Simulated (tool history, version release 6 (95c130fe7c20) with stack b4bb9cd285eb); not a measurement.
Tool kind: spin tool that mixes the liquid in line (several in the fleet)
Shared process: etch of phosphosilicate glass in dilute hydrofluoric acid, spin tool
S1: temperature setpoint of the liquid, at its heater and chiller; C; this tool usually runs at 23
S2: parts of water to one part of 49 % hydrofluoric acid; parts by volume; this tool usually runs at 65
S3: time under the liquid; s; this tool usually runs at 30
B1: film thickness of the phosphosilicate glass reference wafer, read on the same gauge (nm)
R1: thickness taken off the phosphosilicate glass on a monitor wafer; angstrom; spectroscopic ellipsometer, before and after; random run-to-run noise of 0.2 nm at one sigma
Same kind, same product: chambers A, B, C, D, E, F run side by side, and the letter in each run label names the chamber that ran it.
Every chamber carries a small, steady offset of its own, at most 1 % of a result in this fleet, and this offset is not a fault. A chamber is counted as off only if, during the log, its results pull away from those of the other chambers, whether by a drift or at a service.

-- day=0.017 chamber A: thermometer replaced
run 1C day=0.125 | S1=23 S2=65 S3=30 | B1=90.018 | R1=277.47
run 2A day=0.267 | S1=23 S2=65 S3=30 | B1=90.02 | R1=281.13
run 3B day=0.429 | S1=23 S2=65 S3=30 | B1=89.97 | R1=281.64
run 4E day=0.546 | S1=23 S2=65 S3=30 | B1=90.025 | R1=280.97
run 5F day=0.725 | S1=23 S2=65 S3=30 | B1=89.974 | R1=279.72
run 6D day=0.812 | S1=23 S2=65 S3=30 | B1=89.998 | R1=283.95
run 7D day=0.908 | S1=23 S2=65 S3=30 | B1=90.032 | R1=278.17
run 8E day=1.079 | S1=19.5 S2=75 S3=30 | B1=90.011 | R1=209.58
run 9C day=1.242 | S1=19.5 S2=75 S3=30 | B1=90.004 | R1=200.95
run 10A day=1.388 | S1=19.5 S2=75 S3=30 | B1=89.992 | R1=208.41
run 11B day=1.596 | S1=19.5 S2=75 S3=30 | B1=90.005 | R1=205.54
run 12F day=1.762 | S1=19.5 S2=75 S3=30 | B1=89.995 | R1=205.08
run 13D day=1.879 | S1=19.5 S2=75 S3=30 | B1=90 | R1=206.96
run 14F day=2.075 | S1=23 S2=65 S3=30 | B1=89.991 | R1=280.35
run 15B day=2.262 | S1=23 S2=40 S3=45 | B1=89.955 | R1=713.15
run 16E day=2.412 | S1=23 S2=40 S3=45 | B1=90.017 | R1=705.26
run 17A day=2.579 | S1=23 S2=40 S3=45 | B1=90.002 | R1=717.81
run 18C day=2.717 | S1=23 S2=40 S3=45 | B1=89.995 | R1=702.51
run 19B day=2.921 | S1=23 S2=40 S3=45 | B1=90.019 | R1=704.39
run 20C day=3.108 | S1=23 S2=40 S3=45 | B1=89.998 | R1=693.73
run 21E day=3.233 | S1=23 S2=65 S3=30 | B1=89.977 | R1=282.35
run 22F day=3.362 | S1=23 S2=65 S3=30 | B1=90.015 | R1=279.15
run 23A day=3.512 | S1=23 S2=65 S3=30 | B1=89.965 | R1=275.92
run 24D day=3.717 | S1=23 S2=65 S3=30 | B1=90.041 | R1=283.82
run 25A day=3.883 | S1=23 S2=65 S3=30 | B1=89.967 | R1=281.59
run 26E day=4.054 | S1=27 S2=65 S3=30 | B1=89.988 | R1=330.08
run 27C day=4.162 | S1=27 S2=65 S3=30 | B1=89.988 | R1=321.38
run 28D day=4.275 | S1=27 S2=65 S3=30 | B1=90.031 | R1=341.83
run 29F day=4.475 | S1=27 S2=65 S3=30 | B1=90.026 | R1=328.79
run 30B day=4.675 | S1=27 S2=65 S3=30 | B1=90.006 | R1=331.27
run 31B day=4.846 | S1=27 S2=65 S3=30 | B1=90.004 | R1=327.37
run 32F day=4.983 | S1=23 S2=65 S3=30 | B1=90.017 | R1=276.96
run 33A day=5.083 | S1=23 S2=65 S3=30 | B1=89.98 | R1=277.1
run 34C day=5.229 | S1=23 S2=65 S3=30 | B1=89.984 | R1=278.44
run 35D day=5.421 | S1=23 S2=65 S3=30 | B1=90.007 | R1=296.73
run 36E day=5.608 | S1=23 S2=65 S3=30 | B1=89.963 | R1=280.71
run 37F day=5.817 | S1=23 S2=90 S3=50 | B1=89.989 | R1=326.21
run 38D day=5.975 | S1=23 S2=90 S3=50 | B1=90 | R1=358.32
run 39B day=6.175 | S1=23 S2=90 S3=50 | B1=90.018 | R1=327.27
run 40C day=6.342 | S1=23 S2=90 S3=50 | B1=90.01 | R1=320.79

One chamber off, gauge drift, or nothing amiss beyond the chambers' own small offsets? If it is a chamber, which one, and what is the likeliest cause?

It is chamber D that slowly wanders off from its peers.
Cause: hydrofluoric acid flow above the setpoint (%) = 8.71.
It could be hard to tell apart here from: liquid hotter than its thermometer reads (K).

Here are 4 candidates for chamber D's next run, each the usual settings with a change, their results left as question marks. Which one brings its results back in line with what the others give on the usual settings?
In line here means within this much of the mean the other chambers give on the usual settings: R1 6.9 angstrom
run 41D-1 day=6.496 | S1=22 S2=65 S3=30 | R1=?
run 41D-2 day=6.496 | S1=23 S2=60 S3=30 | R1=?
run 41D-3 day=6.496 | S1=22.5 S2=70 S3=30 | R1=?
run 41D-4 day=6.496 | S1=24 S2=65 S3=30 | R1=?

The other chambers' mean on the usual settings: R1 279.53 angstrom
run=41D-1 R1=294.09
run=41D-2 R1=333.55
run=41D-3 R1=277.5
run=41D-4 R1=319.3
Change 41D-3 lands the chamber within the allowed miss of the other chambers.
